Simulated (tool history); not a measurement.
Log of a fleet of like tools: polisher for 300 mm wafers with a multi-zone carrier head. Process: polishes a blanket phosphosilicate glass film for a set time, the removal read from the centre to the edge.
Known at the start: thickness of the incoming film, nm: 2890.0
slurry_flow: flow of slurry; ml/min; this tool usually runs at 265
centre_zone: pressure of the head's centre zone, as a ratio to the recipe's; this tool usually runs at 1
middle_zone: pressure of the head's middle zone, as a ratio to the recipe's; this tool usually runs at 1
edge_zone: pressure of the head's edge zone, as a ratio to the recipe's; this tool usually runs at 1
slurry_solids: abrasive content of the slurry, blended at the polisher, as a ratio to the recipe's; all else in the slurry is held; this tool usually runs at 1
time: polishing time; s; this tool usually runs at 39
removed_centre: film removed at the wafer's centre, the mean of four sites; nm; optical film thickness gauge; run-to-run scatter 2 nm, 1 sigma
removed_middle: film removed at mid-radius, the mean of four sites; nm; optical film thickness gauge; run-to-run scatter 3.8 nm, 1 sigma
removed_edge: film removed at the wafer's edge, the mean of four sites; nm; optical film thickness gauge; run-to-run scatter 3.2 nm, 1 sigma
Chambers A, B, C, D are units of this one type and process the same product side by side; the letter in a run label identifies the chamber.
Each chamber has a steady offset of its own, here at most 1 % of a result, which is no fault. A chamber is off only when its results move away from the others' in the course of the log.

| run | day | slurry_flow | centre_zone | middle_zone | edge_zone | slurry_solids | time | wafers polished on this pad | hours since the slurry nozzle was cleaned | hours since the centre zone pressure was calibrated | hours since the edge zone pressure was calibrated | removed_centre | removed_middle | removed_edge |
|---|---|---|---|---|---|---|---|---|---|---|---|---|---|---|
| 1C | 0.292 | 265 | 1 | 1 | 1 | 1 | 39 | 737 | 111.9 | 339.8 | 625.2 | 296.12 | 297.97 | 306.51 |
|  | 0.675 | chamber A: worn pad replaced by a new one |
| 2A | 0.775 | 265 | 1 | 1 | 1 | 1 | 39 | 37 | 469.5 | 473.3 | 603.2 | 302.06 | 298.55 | 295.52 |
| 3B | 1.175 | 265 | 1 | 1 | 1 | 1 | 39 | 786 | 275 | 569.2 | 797.3 | 297.02 | 299.68 | 297.52 |
|  | 1.35 | chamber C: worn pad replaced by a new one |
| 4D | 1.471 | 265 | 1 | 1 | 1 | 1 | 39 | 762 | 273.9 | 526.1 | 609.7 | 296.49 | 299.53 | 299.15 |
| 5A | 1.871 | 265 | 1 | 1 | 1 | 1 | 39 | 433 | 495.8 | 499.6 | 629.5 | 301.15 | 293.96 | 300.13 |
|  | 2.1 | chamber D: worn pad replaced by a new one |
| 6D | 2.333 | 265 | 1 | 1 | 1 | 1 | 39 | 85 | 294.6 | 546.8 | 630.4 | 297.78 | 292.46 | 297.47 |
| 7C | 2.712 | 265 | 1 | 1 | 1 | 1 | 39 | 493 | 170 | 397.9 | 683.3 | 300.8 | 299.42 | 301.25 |
|  | 2.8 | chamber B: worn pad replaced by a new one |
| 8B | 3.1 | 265 | 1 | 1 | 1 | 1 | 39 | 109 | 321.2 | 615.4 | 843.5 | 298.74 | 299.13 | 296.89 |
|  | 3.492 | chamber A: worn pad replaced by a new one |
| 9B | 3.546 | 265 | 1 | 1 | 1 | 1 | 39 | 271 | 331.9 | 626.1 | 854.2 | 298.97 | 293.22 | 292.56 |
|  | 3.779 | chamber C: worn pad replaced by a new one |
|  | 3.829 | chamber A: edge zone pressure recalibrated |
| 10D | 3.917 | 265 | 1 | 1 | 1 | 0.8 | 39 | 658 | 332.6 | 584.8 | 668.4 | 267.03 | 263.69 | 267.89 |
| 11A | 4.362 | 265 | 1 | 1 | 1 | 0.8 | 39 | 315 | 555.6 | 559.4 | 12.9 | 267.91 | 274.71 | 267.21 |
|  | 4.638 | chamber A: centre zone pressure recalibrated |
| 12C | 4.8 | 265 | 1 | 1 | 1 | 0.8 | 39 | 370 | 220.1 | 448 | 733.4 | 269.06 | 268.02 | 271.42 |
| 13A | 5.067 | 265 | 1 | 1 | 1 | 0.8 | 39 | 570 | 572.5 | 10.3 | 29.8 | 269.13 | 267.2 | 267.85 |
|  | 5.171 | chamber D: worn pad replaced by a new one |
| 14C | 5.429 | 265 | 1 | 1 | 1.06 | 1.1 | 39 | 597 | 235.2 | 463.1 | 748.5 | 311.1 | 306.62 | 325.33 |
| 15D | 5.771 | 265 | 1 | 1 | 1.06 | 1.1 | 39 | 218 | 377.1 | 629.3 | 712.9 | 307.22 | 317.1 | 323.71 |
| 16B | 6.283 | 265 | 1 | 1 | 1.06 | 1.1 | 39 | 1261 | 397.6 | 691.8 | 919.9 | 310.42 | 308.25 | 321.31 |
|  | 6.404 | chamber D: slurry nozzle cleaned |
| 17D | 6.592 | 265 | 1 | 1 | 1.06 | 1.1 | 39 | 515 | 4.6 | 649 | 732.6 | 314.93 | 309.15 | 322.98 |
|  | 6.729 | chamber C: worn pad replaced by a new one |
|  | 6.767 | chamber B: worn pad replaced by a new one |
|  | 6.846 | chamber A: worn pad replaced by a new one |
| 18A | 6.996 | 265 | 1 | 1 | 1 | 1 | 39 | 55 | 618.8 | 56.6 | 76.1 | 300.24 | 295.33 | 295.78 |
| 19C | 7.312 | 265 | 1 | 1 | 1 | 1 | 29 | 212 | 280.4 | 508.3 | 793.7 | 218.85 | 219.7 | 221.01 |
| 20B | 7.621 | 265 | 1 | 1 | 1 | 1 | 29 | 309 | 429.7 | 723.9 | 952 | 220.96 | 218.6 | 219.94 |
| 21C | 8.008 | 265 | 1 | 1 | 1 | 1 | 29 | 464 | 297.1 | 525 | 810.4 | 219.56 | 217.71 | 220.48 |
|  | 8.133 | chamber D: worn pad replaced by a new one |
|  | 8.367 | chamber A: slurry nozzle cleaned |
| 22D | 8.379 | 265 | 1 | 1 | 1 | 1 | 29 | 89 | 47.5 | 691.9 | 775.5 | 223.21 | 224.21 | 224.63 |
| 23B | 8.696 | 265 | 1 | 1 | 1 | 1 | 39 | 698 | 455.5 | 749.7 | 977.8 | 297.12 | 298.38 | 298.41 |
| 24A | 9.092 | 265 | 1 | 1 | 1 | 1 | 39 | 813 | 17.4 | 106.9 | 126.4 | 300.77 | 300.01 | 294.22 |
| 25B | 9.404 | 265 | 1 | 0.94 | 1 | 1.1 | 39 | 954 | 472.5 | 766.7 | 994.8 | 313.63 | 294.04 | 313.11 |
|  | 9.521 | chamber A: worn pad replaced by a new one |
| 26A | 9.65 | 265 | 1 | 0.94 | 1 | 1.1 | 39 | 46 | 30.8 | 120.3 | 139.8 | 316.01 | 298.32 | 314.18 |
|  | 9.817 | chamber B: worn pad replaced by a new one |
|  | 9.842 | chamber C: worn pad replaced by a new one |
| 27D | 9.925 | 265 | 1 | 0.94 | 1 | 1.1 | 39 | 648 | 84.6 | 729 | 812.6 | 308.8 | 290.6 | 316.66 |
| 28C | 10.242 | 265 | 1 | 0.94 | 1 | 1.1 | 39 | 144 | 350.7 | 578.6 | 864 | 304.29 | 284.77 | 303.47 |
| 29D | 10.533 | 265 | 1 | 1 | 1 | 1 | 39 | 868 | 99.2 | 743.6 | 827.2 | 297.76 | 302.82 | 307 |
| 30B | 11.012 | 265 | 1 | 1 | 1 | 1 | 39 | 432 | 511.1 | 805.3 | 1033.4 | 299.73 | 295.43 | 295.32 |
|  | 11.025 | chamber D: worn pad replaced by a new one |
| 31C | 11.388 | 265 | 1 | 1 | 1 | 1 | 39 | 559 | 378.2 | 606.1 | 891.5 | 292.7 | 287.83 | 296.45 |
| 32A | 11.642 | 265 | 1 | 1 | 1 | 1 | 39 | 767 | 78.6 | 168.1 | 187.6 | 301.91 | 297.73 | 302.79 |
| 33A | 12.096 | 265 | 1 | 1 | 1 | 1 | 39 | 931 | 89.5 | 179 | 198.5 | 298.95 | 299.89 | 295.2 |
|  | 12.183 | chamber C: worn pad replaced by a new one |
| 34B | 12.625 | 265 | 1 | 1 | 1 | 1 | 39 | 1016 | 549.8 | 844 | 1072.1 | 297.45 | 297.62 | 293.36 |
| 35D | 13.125 | 265 | 1 | 1 | 1 | 1 | 39 | 759 | 161.4 | 805.8 | 889.4 | 299.09 | 297.78 | 301.2 |
| 36C | 13.608 | 265 | 1 | 1 | 1 | 1 | 39 | 516 | 431.5 | 659.4 | 944.8 | 283.57 | 278.92 | 290.72 |

What goes on in this fleet: one chamber off, a drifting gauge, or nothing beyond the chambers' own small offsets? Name the chamber and the cause, if any.

Chamber C drifts away from the others.
Most likely cause: slurry flow missing at the pad, % = 28.7.

Chamber C could run next with any of the 4 candidate recipes listed below; each alters the usual settings, and their results appear as question marks. Which one brings its results back in line with what the other chambers deliver on the usual settings?
In line here means within this much of the mean the other chambers give on the usual settings: removed_centre 7.1 nm; removed_middle 13 nm; removed_edge 11 nm
| 37C-1 | 14 | 275 | 1.03 | 1.03 | 0.97 | 1 | 41 |  |  |  |  | ? | ? | ? |
| 37C-2 | 14 | 270 | 1.01 | 1.02 | 0.99 | 1 | 40 |  |  |  |  | ? | ? | ? |
| 37C-3 | 14 | 255 | 0.98 | 0.97 | 1.03 | 1 | 37 |  |  |  |  | ? | ? | ? |
| 37C-4 | 14 | 260 | 0.99 | 0.98 | 1.01 | 1 | 38 |  |  |  |  | ? | ? | ? |

Usual-settings mean across the other chambers: removed_centre 298.26 nm; removed_middle 298.53 nm; removed_edge 298 nm
| run | removed_centre | removed_middle | removed_edge |
|---|---|---|---|
| 37C-1 | 311.22 | 309.97 | 302.82 |
| 37C-2 | 296.32 | 298.89 | 298.02 |
| 37C-3 | 262.6 | 261.6 | 279.85 |
| 37C-4 | 273.63 | 272.05 | 285.05 |
The answer is 37C-2, which returns the chamber to within the allowed miss of the others.

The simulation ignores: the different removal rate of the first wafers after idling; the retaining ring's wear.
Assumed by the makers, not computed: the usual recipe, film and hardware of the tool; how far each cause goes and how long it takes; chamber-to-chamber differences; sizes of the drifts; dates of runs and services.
